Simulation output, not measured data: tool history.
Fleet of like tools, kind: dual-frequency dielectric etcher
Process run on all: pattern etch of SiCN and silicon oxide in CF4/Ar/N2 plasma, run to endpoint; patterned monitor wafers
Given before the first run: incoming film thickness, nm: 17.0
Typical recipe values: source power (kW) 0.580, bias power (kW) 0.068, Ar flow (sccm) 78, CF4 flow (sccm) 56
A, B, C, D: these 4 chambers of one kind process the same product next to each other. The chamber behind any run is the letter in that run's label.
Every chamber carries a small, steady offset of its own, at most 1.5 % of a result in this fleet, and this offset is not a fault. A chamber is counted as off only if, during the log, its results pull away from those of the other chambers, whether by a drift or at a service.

run,hour,source power (kW),bias power (kW),Ar flow (sccm),CF4 flow (sccm),endpoint time (s)
1D,4.8,0.580,0.068,78,56,15.933
2A,8.6,0.580,0.068,78,56,16.099
3C,13.9,0.580,0.068,78,56,15.919
4B,18.1,0.580,0.068,78,56,16.057
5D,20.7,0.580,0.068,78,56,15.917
6C,23.0,0.580,0.068,78,56,15.773
7B,25.4,0.580,0.068,71,56,15.826
8A,30.0,0.580,0.068,71,56,15.894
9B,34.8,0.580,0.068,71,56,15.822
10C,38.5,0.580,0.068,71,56,15.620
11A,42.8,0.580,0.068,78,56,16.175
12D,45.6,0.580,0.068,78,56,15.905
13A,48.5,0.580,0.068,78,56,16.186
14B,53.2,0.580,0.068,78,56,16.139
15D,58.1,0.580,0.068,78,56,15.957
# hour 62.3: chamber B: CF4 flow controller replaced
16C,62.3,0.580,0.068,78,56,15.733
17A,67.2,0.580,0.068,78,56,16.007
18C,71.8,0.580,0.068,78,56,15.709
19D,74.9,0.580,0.068,78,56,15.857
20B,77.2,0.580,0.068,68,66,15.348
21A,82.4,0.580,0.068,68,66,15.408
22C,87.7,0.580,0.068,68,66,14.961
23B,91.6,0.580,0.068,68,66,15.373
24D,94.8,0.580,0.068,78,56,15.876
25D,99.6,0.580,0.068,78,56,15.924
26A,104.2,0.580,0.074,64,56,15.277
27B,106.7,0.580,0.074,64,56,15.112
28C,110.4,0.580,0.074,64,56,14.736
29C,113.4,0.580,0.074,64,56,14.687
30D,117.6,0.580,0.068,78,56,15.894
31A,122.2,0.580,0.068,78,56,16.132
32B,126.2,0.580,0.068,78,56,16.093
33B,129.4,0.580,0.068,78,56,16.014

Which is it: a chamber that has drifted or been left off by a service, a gauge drift common to all chambers, or only each chamber's usual small offset? If a chamber is off, name it and its likeliest cause.

Little by little, chamber C moves away from the other chambers.
Most likely cause: source power that arrives over what is set, % = 2.52.
The log may not separate it from: etch rate over this chamber's usual, %.

Here are 4 candidates for chamber C's next run, each the usual settings with a change, their results left as question marks. Which one brings its results back in line with what the others give on the usual settings?
To be in line, a result may differ from the other chambers' mean on the usual settings by at most: endpoint time (s) 0.170
34C-1,133.2,0.600,0.068,77,56,?
34C-2,133.2,0.550,0.066,79,55,?
34C-3,133.2,0.560,0.067,78,56,?
34C-4,133.2,0.620,0.068,77,57,?

The mean the other chambers reach with the usual settings: endpoint time (s) 16.023
run,endpoint time (s)
34C-1,15.030
34C-2,16.497
34C-3,16.081
34C-4,14.561
34C-3 puts the chamber back in line with the other chambers.
